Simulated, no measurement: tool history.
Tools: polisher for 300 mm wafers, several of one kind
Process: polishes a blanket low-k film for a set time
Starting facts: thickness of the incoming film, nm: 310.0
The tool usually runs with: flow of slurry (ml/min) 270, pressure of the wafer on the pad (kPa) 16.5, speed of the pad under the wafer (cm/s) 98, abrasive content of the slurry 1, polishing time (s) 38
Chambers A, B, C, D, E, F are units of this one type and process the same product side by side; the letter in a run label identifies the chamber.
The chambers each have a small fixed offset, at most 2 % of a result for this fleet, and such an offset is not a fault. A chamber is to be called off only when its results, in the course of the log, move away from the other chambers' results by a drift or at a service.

| run | hour | flow of slurry (ml/min) | pressure of the wafer on the pad (kPa) | speed of the pad under the wafer (cm/s) | abrasive content of the slurry | polishing time (s) | film removed (nm) |
|---|---|---|---|---|---|---|---|
|  | 5.4 | chamber D: conditioning disc replaced and pad reconditioned |
| 1E | 5.5 | 270 | 16.5 | 98 | 1 | 38 | 21.51 |
|  | 6.6 | chamber E: slurry nozzle cleaned |
| 2B | 11.2 | 270 | 16.5 | 98 | 1 | 38 | 21.915 |
|  | 12.1 | chamber A: worn pad replaced by a new one |
| 3A | 17.7 | 270 | 16.5 | 98 | 1 | 38 | 21.252 |
| 4F | 23.7 | 270 | 16.5 | 98 | 1 | 38 | 21.455 |
|  | 24.2 | chamber D: worn pad replaced by a new one |
|  | 31.5 | chamber F: worn pad replaced by a new one |
| 5C | 32.6 | 270 | 16.5 | 98 | 1 | 38 | 21.286 |
|  | 33.6 | chamber B: slurry nozzle cleaned |
| 6D | 39.5 | 270 | 16.5 | 84 | 1 | 38 | 18.997 |
| 7B | 47.9 | 270 | 16.5 | 84 | 1 | 38 | 19.048 |
| 8C | 53 | 270 | 16.5 | 84 | 1 | 38 | 18.836 |
|  | 60.5 | chamber C: conditioning disc replaced and pad reconditioned |
|  | 61.6 | chamber B: conditioning disc replaced and pad reconditioned |
| 9D | 63.1 | 270 | 16.5 | 84 | 1 | 38 | 19.082 |
|  | 68 | chamber C: worn pad replaced by a new one |
| 10F | 70.6 | 270 | 16.5 | 84 | 1 | 38 | 18.998 |
| 11E | 75.3 | 270 | 16.5 | 84 | 1 | 38 | 18.979 |
|  | 79.7 | chamber A: head pressure recalibrated |
|  | 80.1 | chamber D: worn pad replaced by a new one |
|  | 81.5 | chamber B: worn pad replaced by a new one |
| 12A | 83.3 | 270 | 16.5 | 98 | 1 | 38 | 21.34 |
| 13E | 90.3 | 270 | 21.4 | 98 | 1.25 | 38 | 30.203 |
|  | 93.3 | chamber F: worn pad replaced by a new one |
| 14C | 96.1 | 270 | 21.4 | 98 | 1.25 | 38 | 30.429 |
| 15B | 103 | 270 | 21.4 | 98 | 1.25 | 38 | 30.878 |
|  | 106 | chamber A: worn pad replaced by a new one |
|  | 106.2 | chamber E: head pressure recalibrated |
| 16F | 107.8 | 270 | 21.4 | 98 | 1.25 | 38 | 31.054 |
| 17D | 117 | 270 | 21.4 | 98 | 1.25 | 38 | 30.833 |
| 18A | 126.6 | 270 | 21.4 | 98 | 1.25 | 38 | 30.787 |
|  | 132.1 | chamber D: worn pad replaced by a new one |
| 19B | 135.5 | 270 | 16.5 | 98 | 1 | 38 | 21.871 |
|  | 142.4 | chamber C: slurry blender recalibrated |
| 20C | 144 | 270 | 16.5 | 98 | 1 | 38 | 21.326 |
|  | 147.1 | chamber A: conditioning disc replaced and pad reconditioned |
|  | 147.9 | chamber D: conditioning disc replaced and pad reconditioned |
|  | 151.1 | chamber F: worn pad replaced by a new one |
|  | 152.2 | chamber C: worn pad replaced by a new one |
|  | 153 | chamber F: conditioning disc replaced and pad reconditioned |
| 21D | 154.1 | 270 | 16.5 | 98 | 1 | 38 | 21.347 |
|  | 158.6 | chamber B: worn pad replaced by a new one |
| 22F | 161.5 | 270 | 16.5 | 98 | 1 | 38 | 21.794 |
|  | 166.1 | chamber D: slurry nozzle cleaned |
| 23E | 168.3 | 270 | 16.5 | 98 | 1 | 38 | 20.653 |
|  | 172.1 | chamber A: slurry blender recalibrated |
|  | 174.2 | chamber D: slurry blender recalibrated |
| 24A | 176.7 | 270 | 16.5 | 98 | 1 | 38 | 21.638 |
|  | 183.9 | chamber A: worn pad replaced by a new one |
|  | 186.2 | chamber D: worn pad replaced by a new one |
| 25D | 186.8 | 270 | 16.5 | 98 | 1 | 38 | 21.537 |
| 26F | 193.2 | 270 | 16.5 | 98 | 1 | 38 | 21.564 |
| 27A | 200.9 | 270 | 16.5 | 98 | 1 | 38 | 21.651 |
|  | 207.1 | chamber F: worn pad replaced by a new one |
| 28E | 211.1 | 270 | 16.5 | 98 | 1 | 38 | 20.16 |
| 29C | 220.7 | 270 | 16.5 | 98 | 1 | 48 | 26.972 |
|  | 226.2 | chamber B: conditioning disc replaced and pad reconditioned |
| 30B | 226.5 | 270 | 16.5 | 98 | 1 | 48 | 27.568 |
|  | 229.5 | chamber B: slurry blender recalibrated |
|  | 235.1 | chamber D: worn pad replaced by a new one |
| 31F | 236.5 | 270 | 16.5 | 98 | 1 | 48 | 27.414 |
|  | 239.5 | chamber E: slurry blender recalibrated |
|  | 240.9 | chamber C: worn pad replaced by a new one |
|  | 241.6 | chamber E: conditioning disc replaced and pad reconditioned |
| 32D | 243.5 | 270 | 16.5 | 98 | 1 | 48 | 27.386 |
|  | 244.8 | chamber B: worn pad replaced by a new one |
| 33A | 249.4 | 270 | 16.5 | 98 | 1 | 48 | 27.322 |
| 34C | 256.3 | 270 | 16.5 | 98 | 1 | 48 | 27.275 |
| 35B | 266.9 | 270 | 16.5 | 98 | 1 | 38 | 21.623 |
| 36E | 276.1 | 270 | 16.5 | 98 | 1 | 38 | 19.582 |

Predict what each chamber gives when all 6 of them run the settings below next.
| 37A | 283.7 | 180 | 16.5 | 98 | 1 | 38 | ? |
| 37B | 283.7 | 180 | 16.5 | 98 | 1 | 38 | ? |
| 37C | 283.7 | 180 | 16.5 | 98 | 1 | 38 | ? |
| 37D | 283.7 | 180 | 16.5 | 98 | 1 | 38 | ? |
| 37E | 283.7 | 180 | 16.5 | 98 | 1 | 38 | ? |
| 37F | 283.7 | 180 | 16.5 | 98 | 1 | 38 | ? |

| run | film removed (nm) |
|---|---|
| 37A | 20.564 |
| 37B | 20.713 |
| 37C | 20.346 |
| 37D | 20.116 |
| 37E | 18.599 |
| 37F | 20.442 |
